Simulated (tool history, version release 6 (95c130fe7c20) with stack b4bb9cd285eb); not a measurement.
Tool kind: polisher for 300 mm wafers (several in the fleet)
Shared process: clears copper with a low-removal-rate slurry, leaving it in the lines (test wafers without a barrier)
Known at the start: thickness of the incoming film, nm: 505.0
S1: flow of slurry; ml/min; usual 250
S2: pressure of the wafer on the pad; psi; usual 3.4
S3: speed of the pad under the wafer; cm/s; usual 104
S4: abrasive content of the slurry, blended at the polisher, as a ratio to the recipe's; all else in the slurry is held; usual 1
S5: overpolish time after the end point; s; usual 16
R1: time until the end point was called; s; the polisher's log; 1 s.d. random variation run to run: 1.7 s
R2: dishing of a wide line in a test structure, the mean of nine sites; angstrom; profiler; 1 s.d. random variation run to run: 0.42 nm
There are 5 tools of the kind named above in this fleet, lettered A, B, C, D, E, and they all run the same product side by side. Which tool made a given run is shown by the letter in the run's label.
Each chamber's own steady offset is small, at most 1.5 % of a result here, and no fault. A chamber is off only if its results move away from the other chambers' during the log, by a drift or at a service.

At hour 4.2: chamber B: slurry blender recalibrated.
Run 1A, hour 13.8: usual settings. Result: R1 166.46 s, R2 343.56 angstrom.
At hour 20.3: chamber C: worn pad replaced by a new one.
Run 2D, hour 25.2: usual settings. Result: R1 163.91 s, R2 337.76 angstrom.
At hour 39.1: chamber E: worn pad replaced by a new one.
At hour 39.6: chamber E: slurry nozzle cleaned.
Run 3C, hour 40.1: usual settings. Result: R1 161.85 s, R2 344.84 angstrom.
Run 4E, hour 50.6: usual settings. Result: R1 164.55 s, R2 329.50 angstrom.
At hour 52.0: chamber A: worn pad replaced by a new one.
Run 5B, hour 59.4: usual settings. Result: R1 164.25 s, R2 345.08 angstrom.
At hour 63.2: chamber D: slurry blender recalibrated.
At hour 64.6: chamber D: worn pad replaced by a new one.
Run 6E, hour 73.1: usual settings but S3 70 cm/s. Result: R1 246.82 s, R2 234.92 angstrom.
At hour 78.2: chamber C: slurry blender recalibrated.
Run 7C, hour 81.5: usual settings but S3 70 cm/s. Result: R1 244.05 s, R2 245.71 angstrom.
Run 8A, hour 90.7: usual settings but S3 70 cm/s. Result: R1 242.67 s, R2 236.47 angstrom.
Run 9B, hour 104.4: usual settings but S3 70 cm/s. Result: R1 234.28 s, R2 247.73 angstrom.
Run 10D, hour 115.9: usual settings but S3 70 cm/s. Result: R1 246.66 s, R2 246.01 angstrom.
At hour 116.8: chamber A: slurry blender recalibrated.
At hour 126.5: chamber B: head pressure recalibrated.
Run 11A, hour 129.8: usual settings. Result: R1 162.26 s, R2 341.28 angstrom.
At hour 130.1: chamber D: head pressure recalibrated.
At hour 139.2: chamber E: slurry blender recalibrated.
Run 12C, hour 141.5: usual settings. Result: R1 164.00 s, R2 343.24 angstrom.
At hour 143.4: chamber B: worn pad replaced by a new one.
Run 13B, hour 155.7: usual settings. Result: R1 163.59 s, R2 340.90 angstrom.
Run 14D, hour 169.6: usual settings. Result: R1 183.08 s, R2 311.11 angstrom.
At hour 178.6: chamber C: head pressure recalibrated.
Run 15E, hour 183.1: usual settings but S2 2.7 psi, S5 21 s. Result: R1 207.41 s, R2 344.19 angstrom.
At hour 189.0: chamber A: worn pad replaced by a new one.
At hour 190.6: chamber B: slurry blender recalibrated.
Run 16D, hour 195.1: usual settings but S2 2.7 psi, S5 21 s. Result: R1 232.31 s, R2 322.71 angstrom.
Run 17E, hour 204.5: usual settings but S2 2.7 psi, S5 21 s. Result: R1 202.73 s, R2 337.82 angstrom.
At hour 206.7: chamber D: slurry blender recalibrated.
At hour 210.4: chamber C: worn pad replaced by a new one.
At hour 212.0: chamber E: worn pad replaced by a new one.
Run 18A, hour 212.4: usual settings but S2 2.7 psi, S5 21 s. Result: R1 208.70 s, R2 347.66 angstrom.
Run 19C, hour 223.9: usual settings but S2 2.7 psi, S5 21 s. Result: R1 204.91 s, R2 349.41 angstrom.
Run 20B, hour 237.2: usual settings. Result: R1 161.58 s, R2 343.65 angstrom.
At hour 238.0: chamber D: slurry nozzle cleaned.
Run 21B, hour 244.8: usual settings. Result: R1 166.29 s, R2 339.66 angstrom.
Run 22E, hour 253.1: usual settings. Result: R1 165.04 s, R2 338.60 angstrom.
At hour 254.2: chamber D: worn pad replaced by a new one.
At hour 257.2: chamber E: head pressure recalibrated.
Run 23A, hour 265.0: usual settings. Result: R1 166.95 s, R2 331.30 angstrom.
Run 24D, hour 272.7: usual settings. Result: R1 182.25 s, R2 307.99 angstrom.
At hour 278.8: chamber B: worn pad replaced by a new one.
Run 25C, hour 281.2: usual settings but S5 22 s. Result: R1 160.07 s, R2 454.83 angstrom.
At hour 287.4: chamber E: slurry nozzle cleaned.
Run 26C, hour 289.5: usual settings but S5 22 s. Result: R1 162.63 s, R2 448.93 angstrom.
Run 27E, hour 301.0: usual settings but S5 22 s. Result: R1 163.87 s, R2 428.89 angstrom.
Run 28A, hour 313.6: usual settings but S5 22 s. Result: R1 164.99 s, R2 452.34 angstrom.
At hour 317.7: chamber D: slurry blender recalibrated.
Run 29D, hour 327.9: usual settings but S5 22 s. Result: R1 180.35 s, R2 406.05 angstrom.
At hour 339.1: chamber C: slurry nozzle cleaned.
Run 30B, hour 340.9: usual settings but S3 92 cm/s. Result: R1 184.98 s, R2 309.91 angstrom.
Run 31C, hour 350.6: usual settings but S3 92 cm/s. Result: R1 182.86 s, R2 306.83 angstrom.

Read the log: is a single chamber off, either drifting away or since a service, is the gauge that measures every chamber drifting, or is nothing wrong beyond small per-chamber offsets? Name any odd chamber and what most likely caused it.

Chamber D has stood off from the others ever since a service on it.
Likeliest cause: head's pressure below its setpoint, % = 10.

Here are 4 candidates for chamber D's next run, each the usual settings with a change, their results left as question marks. Which one brings its results back in line with what the others give on the usual settings?
Maximum distance from the other chambers' mean on the usual settings for a result to count as in line: R1 5.80 s; R2 15.00 angstrom
Run 32D-1, hour 361.5: usual settings but S2 3.2 psi, S3 100 cm/s. Result: R1 ?, R2 ?.
Run 32D-2, hour 361.5: usual settings but S1 255 ml/min, S2 3.8 psi, S3 114 cm/s. Result: R1 ?, R2 ?.
Run 32D-3, hour 361.5: usual settings but S1 245 ml/min, S2 3.1 psi, S3 94 cm/s. Result: R1 ?, R2 ?.
Run 32D-4, hour 361.5: usual settings but S2 3.6 psi, S3 110 cm/s. Result: R1 ?, R2 ?.

Average result of the remaining chambers running the usual settings: R1 164.05 s; R2 340.59 angstrom
  run      R1      R2
32D-1  203.41  288.37
32D-2  149.62  380.07
32D-3  223.94  264.40
32D-4  164.13  349.96
With 32D-4, the chamber falls back in line with the rest.
